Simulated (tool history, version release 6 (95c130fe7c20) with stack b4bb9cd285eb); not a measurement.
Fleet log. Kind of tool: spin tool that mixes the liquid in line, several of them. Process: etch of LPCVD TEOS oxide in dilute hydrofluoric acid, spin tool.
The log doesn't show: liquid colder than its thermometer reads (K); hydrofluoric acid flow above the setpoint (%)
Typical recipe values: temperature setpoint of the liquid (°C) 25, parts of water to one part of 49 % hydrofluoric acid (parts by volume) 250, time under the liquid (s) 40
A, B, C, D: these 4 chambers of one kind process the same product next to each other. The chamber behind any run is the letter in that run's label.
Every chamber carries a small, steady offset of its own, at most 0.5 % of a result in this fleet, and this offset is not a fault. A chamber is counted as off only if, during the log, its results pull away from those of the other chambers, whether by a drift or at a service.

run,hour,temperature setpoint of the liquid (°C),parts of water to one part of 49 % hydrofluoric acid (parts by volume),time under the liquid (s),hours since the thermometer was replaced,hours since the hydrofluoric acid flow meter was replaced,"read-back film thickness of the LPCVD TEOS oxide reference wafer, read on the same gauge (nm)",thickness taken off the LPCVD TEOS oxide on a monitor wafer (nm)
1C,9.8,25,250,40,163.4,1505.9,79.984,7.8651
2D,16.6,25,250,40,2195.8,1438,79.998,7.806
3A,28.9,25,250,40,189.8,357.5,80.019,7.9993
4B,40.3,25,250,40,1731.6,1549,79.989,7.9113
5A,47.1,28.5,180,40,208,375.7,80.002,13.513
6B,58.4,28.5,180,40,1749.7,1567.1,80.009,13.343
# hour 61.5: chamber C: hydrofluoric acid flow meter replaced
7D,68.6,28.5,180,40,2247.8,1490,79.989,13.219
8C,81.3,28.5,180,40,234.9,19.8,80.009,13.302
9B,88.5,25,250,25,1779.8,1597.2,80.02,4.901
10A,96.2,25,250,25,257.1,424.8,80.009,4.8849
11D,105,25,250,25,2284.2,1526.4,80.007,4.8967
12C,114.1,25,250,25,267.7,52.6,80.004,4.9701
13C,124.1,25,250,40,277.7,62.6,79.999,7.8582
14D,133.7,25,250,40,2312.9,1555.1,79.978,7.9511
15B,147.1,25,170,40,1838.4,1655.8,79.992,12.529
16A,155.6,25,170,40,316.5,484.2,80.006,12.675
17D,162.1,25,170,40,2341.3,1583.5,80.002,12.567
18A,171.2,25,170,40,332.1,499.8,80,12.509
19C,180.1,25,160,60,333.7,118.6,79.991,20.379
20B,193.4,25,160,60,1884.7,1702.1,79.99,19.911
21B,207.1,25,160,60,1898.4,1715.8,80.02,20.133
22A,216.2,25,160,60,377.1,544.8,79.974,20.029
23C,228.5,22,250,30,382.1,167,80.012,5.273
24D,235.5,22,250,30,2414.7,1656.9,80.02,5.3099
25A,241.9,22,250,30,402.8,570.5,79.982,5.2059
26C,248.2,22,250,30,401.8,186.7,80.032,5.3043
27B,262.3,25,250,40,1953.6,1771,79.986,7.8609
28D,271.4,25,250,40,2450.6,1692.8,80.02,7.9318
29D,282.5,28,250,65,2461.7,1703.9,80.017,14.17
30C,296,28,250,65,449.6,234.5,80.008,14.199
31A,304.2,28,250,65,465.1,632.8,80.013,14.094
# hour 308.1: chamber D: hydrofluoric acid flow meter replaced
32B,310.4,28,250,65,2001.7,1819.1,80.002,14.058
# hour 322.8: chamber B: hydrofluoric acid flow meter replaced
33A,324.5,25,250,40,485.4,653.1,80,7.7178
34C,336.7,25,250,40,490.3,275.2,79.996,7.9872
35D,348.6,25,250,40,2527.8,40.6,80.015,7.7994
36B,361.6,25,250,25,2052.9,38.9,80.002,4.8662
37B,370,25,250,25,2061.3,47.3,80.002,4.9371
38C,377.6,25,250,25,531.2,316.1,79.986,4.9194
39D,387.1,25,250,25,2566.3,79.1,79.997,4.8943
40A,400.7,25,335,40,561.6,729.3,80.008,5.3556
41D,412.5,25,335,40,2591.7,104.5,80.008,5.3849

Which is it: a chamber that has drifted or been left off by a service, a gauge drift common to all chambers, or only each chamber's usual small offset? If a chamber is off, name it and its likeliest cause.

The fleet is healthy, with each chamber sitting at its usual small offset and no drift in the gauge.

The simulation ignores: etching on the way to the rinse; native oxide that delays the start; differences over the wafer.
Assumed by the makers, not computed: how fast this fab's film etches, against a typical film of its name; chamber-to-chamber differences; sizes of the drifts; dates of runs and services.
